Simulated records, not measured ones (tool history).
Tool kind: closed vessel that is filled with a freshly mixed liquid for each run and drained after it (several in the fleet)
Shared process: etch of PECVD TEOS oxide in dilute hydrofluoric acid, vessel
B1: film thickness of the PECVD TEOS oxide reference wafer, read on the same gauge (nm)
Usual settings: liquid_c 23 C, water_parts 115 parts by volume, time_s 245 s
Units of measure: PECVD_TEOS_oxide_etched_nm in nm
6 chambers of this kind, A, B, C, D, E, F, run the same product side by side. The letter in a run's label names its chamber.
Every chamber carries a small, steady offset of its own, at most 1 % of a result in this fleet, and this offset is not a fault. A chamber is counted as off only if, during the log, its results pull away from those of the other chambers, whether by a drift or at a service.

{"run": "1A", "hour": 14.0, "liquid_c": 23, "water_parts": 115, "time_s": 245, "B1": 60.028, "PECVD_TEOS_oxide_etched_nm": 52.376}
{"run": "2E", "hour": 28.1, "liquid_c": 23, "water_parts": 115, "time_s": 245, "B1": 59.992, "PECVD_TEOS_oxide_etched_nm": 52.377}
{"run": "3F", "hour": 39.4, "liquid_c": 23, "water_parts": 115, "time_s": 245, "B1": 59.991, "PECVD_TEOS_oxide_etched_nm": 52.352}
{"run": "4B", "hour": 48.7, "liquid_c": 23, "water_parts": 115, "time_s": 245, "B1": 60.002, "PECVD_TEOS_oxide_etched_nm": 52.299}
{"run": "5D", "hour": 55.8, "liquid_c": 23, "water_parts": 115, "time_s": 115, "B1": 59.997, "PECVD_TEOS_oxide_etched_nm": 24.887}
{"run": "6C", "hour": 65.9, "liquid_c": 23, "water_parts": 115, "time_s": 115, "B1": 59.93, "PECVD_TEOS_oxide_etched_nm": 24.666}
{"run": "7B", "hour": 74.7, "liquid_c": 23, "water_parts": 115, "time_s": 115, "B1": 59.982, "PECVD_TEOS_oxide_etched_nm": 24.678}
{"hour": 80.9, "done": "chamber B: hydrofluoric acid flow meter replaced"}
{"run": "8E", "hour": 83.7, "liquid_c": 23, "water_parts": 115, "time_s": 115, "B1": 59.985, "PECVD_TEOS_oxide_etched_nm": 24.521}
{"run": "9F", "hour": 97.3, "liquid_c": 23, "water_parts": 115, "time_s": 115, "B1": 60.022, "PECVD_TEOS_oxide_etched_nm": 24.604}
{"hour": 99.2, "done": "chamber E: hydrofluoric acid flow meter replaced"}
{"run": "10D", "hour": 107.3, "liquid_c": 23, "water_parts": 115, "time_s": 115, "B1": 59.986, "PECVD_TEOS_oxide_etched_nm": 24.566}
{"run": "11A", "hour": 114.3, "liquid_c": 23, "water_parts": 115, "time_s": 245, "B1": 60.015, "PECVD_TEOS_oxide_etched_nm": 52.315}
{"run": "12C", "hour": 121.7, "liquid_c": 23, "water_parts": 115, "time_s": 245, "B1": 60.004, "PECVD_TEOS_oxide_etched_nm": 52.878}
{"run": "13B", "hour": 136.4, "liquid_c": 23, "water_parts": 170, "time_s": 150, "B1": 60.011, "PECVD_TEOS_oxide_etched_nm": 20.673}
{"run": "14C", "hour": 150.6, "liquid_c": 23, "water_parts": 170, "time_s": 150, "B1": 59.97, "PECVD_TEOS_oxide_etched_nm": 20.356}
{"run": "15E", "hour": 160.0, "liquid_c": 23, "water_parts": 170, "time_s": 150, "B1": 60.011, "PECVD_TEOS_oxide_etched_nm": 20.298}
{"run": "16D", "hour": 167.9, "liquid_c": 23, "water_parts": 170, "time_s": 150, "B1": 59.985, "PECVD_TEOS_oxide_etched_nm": 20.641}
{"run": "17A", "hour": 181.5, "liquid_c": 23, "water_parts": 170, "time_s": 150, "B1": 60.012, "PECVD_TEOS_oxide_etched_nm": 20.206}
{"run": "18F", "hour": 195.7, "liquid_c": 23, "water_parts": 170, "time_s": 150, "B1": 59.992, "PECVD_TEOS_oxide_etched_nm": 20.281}
{"run": "19C", "hour": 203.9, "liquid_c": 23, "water_parts": 115, "time_s": 245, "B1": 59.985, "PECVD_TEOS_oxide_etched_nm": 52.914}
{"run": "20B", "hour": 215.2, "liquid_c": 23, "water_parts": 115, "time_s": 245, "B1": 60.047, "PECVD_TEOS_oxide_etched_nm": 52.21}
{"hour": 224.1, "done": "chamber C: thermometer replaced"}
{"run": "21F", "hour": 225.8, "liquid_c": 23, "water_parts": 115, "time_s": 245, "B1": 59.95, "PECVD_TEOS_oxide_etched_nm": 51.787}
{"run": "22A", "hour": 238.7, "liquid_c": 23, "water_parts": 115, "time_s": 245, "B1": 59.967, "PECVD_TEOS_oxide_etched_nm": 52.24}
{"run": "23D", "hour": 245.4, "liquid_c": 23, "water_parts": 115, "time_s": 245, "B1": 59.97, "PECVD_TEOS_oxide_etched_nm": 52.856}
{"run": "24E", "hour": 259.3, "liquid_c": 23, "water_parts": 115, "time_s": 245, "B1": 59.943, "PECVD_TEOS_oxide_etched_nm": 52.591}
{"run": "25D", "hour": 272.9, "liquid_c": 23, "water_parts": 115, "time_s": 245, "B1": 59.977, "PECVD_TEOS_oxide_etched_nm": 51.841}
{"hour": 276.1, "done": "chamber A: hydrofluoric acid flow meter replaced"}
{"run": "26B", "hour": 281.2, "liquid_c": 23, "water_parts": 115, "time_s": 245, "B1": 60.027, "PECVD_TEOS_oxide_etched_nm": 52.003}
{"run": "27C", "hour": 294.0, "liquid_c": 23, "water_parts": 115, "time_s": 245, "B1": 60.016, "PECVD_TEOS_oxide_etched_nm": 51.728}
{"hour": 299.8, "done": "chamber C: hydrofluoric acid flow meter replaced"}
{"run": "28E", "hour": 308.5, "liquid_c": 23, "water_parts": 115, "time_s": 245, "B1": 60.023, "PECVD_TEOS_oxide_etched_nm": 52.43}
{"run": "29A", "hour": 319.1, "liquid_c": 23, "water_parts": 115, "time_s": 245, "B1": 60.022, "PECVD_TEOS_oxide_etched_nm": 52.33}
{"run": "30F", "hour": 328.5, "liquid_c": 23, "water_parts": 115, "time_s": 245, "B1": 60.022, "PECVD_TEOS_oxide_etched_nm": 52.685}
{"run": "31D", "hour": 338.7, "liquid_c": 23, "water_parts": 115, "time_s": 245, "B1": 59.987, "PECVD_TEOS_oxide_etched_nm": 52.781}
{"run": "32A", "hour": 345.7, "liquid_c": 23, "water_parts": 115, "time_s": 245, "B1": 59.994, "PECVD_TEOS_oxide_etched_nm": 52.338}
{"run": "33F", "hour": 359.8, "liquid_c": 23, "water_parts": 115, "time_s": 245, "B1": 59.983, "PECVD_TEOS_oxide_etched_nm": 52.547}
{"run": "34E", "hour": 373.5, "liquid_c": 23, "water_parts": 115, "time_s": 245, "B1": 59.973, "PECVD_TEOS_oxide_etched_nm": 52.033}
{"run": "35B", "hour": 382.4, "liquid_c": 23, "water_parts": 115, "time_s": 245, "B1": 59.985, "PECVD_TEOS_oxide_etched_nm": 52.845}
{"run": "36C", "hour": 390.2, "liquid_c": 23, "water_parts": 115, "time_s": 245, "B1": 60.025, "PECVD_TEOS_oxide_etched_nm": 52.52}
{"run": "37B", "hour": 404.9, "liquid_c": 23, "water_parts": 115, "time_s": 245, "B1": 59.995, "PECVD_TEOS_oxide_etched_nm": 52.765}
{"run": "38E", "hour": 413.3, "liquid_c": 23, "water_parts": 115, "time_s": 245, "B1": 60.048, "PECVD_TEOS_oxide_etched_nm": 52.828}
{"run": "39D", "hour": 424.1, "liquid_c": 23, "water_parts": 115, "time_s": 245, "B1": 60.059, "PECVD_TEOS_oxide_etched_nm": 53.439}
{"run": "40C", "hour": 437.9, "liquid_c": 23, "water_parts": 115, "time_s": 245, "B1": 60.042, "PECVD_TEOS_oxide_etched_nm": 52.643}
{"run": "41A", "hour": 446.0, "liquid_c": 23, "water_parts": 115, "time_s": 245, "B1": 59.948, "PECVD_TEOS_oxide_etched_nm": 52.677}

Has any chamber moved away from the others, gradually or after a service, or does the common gauge drift, or do the chambers differ only by their own small steady offsets? State the chamber and the most likely cause if one applies.

Nothing is wrong: each chamber keeps only its own small, steady offset and the gauge holds still.
